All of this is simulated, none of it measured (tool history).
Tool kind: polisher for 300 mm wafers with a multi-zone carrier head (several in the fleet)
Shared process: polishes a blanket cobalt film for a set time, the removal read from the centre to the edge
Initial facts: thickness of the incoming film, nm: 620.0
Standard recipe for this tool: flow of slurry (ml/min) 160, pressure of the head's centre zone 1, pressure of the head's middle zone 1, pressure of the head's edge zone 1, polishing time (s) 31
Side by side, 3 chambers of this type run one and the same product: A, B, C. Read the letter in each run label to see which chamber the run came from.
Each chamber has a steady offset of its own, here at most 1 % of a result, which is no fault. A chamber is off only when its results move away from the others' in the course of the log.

run,hour,flow of slurry (ml/min),pressure of the head's centre zone,pressure of the head's middle zone,pressure of the head's edge zone,polishing time (s),film removed at the wafer's centre (Å),film removed at mid-radius (Å),film removed at the wafer's edge (Å)
1B,11.6,160,1,1,1,31,2051.8,2066.7,2056
2A,22.2,160,1,1,1,31,2130.1,2080.5,2087.9
# hour 23.5: chamber A: centre zone pressure recalibrated
3C,30.2,160,1,1,1,31,2010.5,2087,2049.8
# hour 35.2: chamber C: worn pad replaced by a new one
4C,37.6,160,1,1,1,31,2029.6,2053,2099.2
5A,45.5,180,1,1,0.9,31,2172.9,2094.9,2024.5
6B,58.5,180,1,1,0.9,31,2098.9,2077.2,1998.8
7A,69.6,180,1,1,0.9,31,2131.2,2115.2,2010.4
8C,76.8,160,1,1,1,31,2012.3,2044.9,2058.7
# hour 84.6: chamber B: worn pad replaced by a new one
9B,89.4,160,1,1,1,31,2091.5,2035.1,2092.7
10C,99,160,1,1,1,31,2080.9,2065.5,2056.2
# hour 110.9: chamber A: slurry nozzle cleaned
11B,113,160,1,1,1,31,2055.2,2060.2,2055.8
# hour 117.7: chamber A: worn pad replaced by a new one
12A,122.5,160,1,1,1,31,2083.6,2064.1,2086
13A,134.9,160,1,1,1,31,2133.2,2071.2,2099.7
14B,142.9,160,0.89,1,0.95,31,1798.2,2063.1,2004.2
15C,157.1,160,0.89,1,0.95,31,1814.5,2084,2013.1
# hour 162.4: chamber A: edge zone pressure recalibrated
16B,167.9,160,0.89,1,0.95,31,1814.5,2088.7,2018.3
17C,176.4,160,1,1,1,31,2070.1,2070.4,2056.4
# hour 183.6: chamber C: worn pad replaced by a new one
18A,190.2,160,1,1,1,31,2093.3,2041,2072.1
19B,197,160,1,1,1,31,2087.7,2058.5,2078.3
20C,209.6,135,1,0.92,1,31,1982.2,1836.6,2014.1
# hour 213.2: chamber B: slurry nozzle cleaned
21A,222.3,135,1,0.92,1,31,2032.4,1856.7,2036.1
22B,235.8,135,1,0.92,1,31,1982.5,1880,1998
23A,245.1,160,1,1,1,31,2031.5,2063.2,2078.5
24C,252.5,160,1,1,1,31,2055,2057,2060.5
# hour 253.7: chamber B: worn pad replaced by a new one
25A,264.4,115,1,1,1,31,1908.6,1925.2,1976.6
# hour 273.6: chamber A: worn pad replaced by a new one
26C,275.5,115,1,1,1,31,1876.9,1904.5,1970.5
27B,281.9,115,1,1,1,31,1902.9,1926.2,1967.6
28A,292.5,160,1,1,1,31,2075.3,2084.9,2087.1
29C,304.4,160,1,1,1,31,2036.3,2052.9,2080
30B,312.7,160,1,1,1,31,2051.4,2064.6,2082.7
31A,322.9,160,1,1,1,31,2112.1,2076.3,2065.5
32C,331.7,160,1,1,1,31,1988.2,2082.8,2051.8
33B,338.9,160,1,1,1,31,2108.7,2099,2065.5
34C,350.7,115,1.11,1,1,31,2136.3,1928.6,1976.4
# hour 355.2: chamber C: worn pad replaced by a new one
35A,359.4,115,1.11,1,1,31,2200.8,1906.6,1989
36B,371.4,115,1.11,1,1,31,2111.5,1894.1,1964.4
37A,381.5,160,1,1,1,31,2106.1,2052.9,2097.9
38C,391.8,160,1,1,1,31,2074.8,2053.7,2044.6
# hour 394.7: chamber B: edge zone pressure recalibrated
39B,401,160,1,1,1,31,2114.9,2060.5,2045.9
40C,410.3,160,1,1,1,31,2048.2,2077.4,2049.7

What goes on in this fleet: one chamber off, a drifting gauge, or nothing beyond the chambers' own small offsets? Name the chamber and the cause, if any.

Nothing is wrong: each chamber keeps only its own small, steady offset and the gauge holds still.
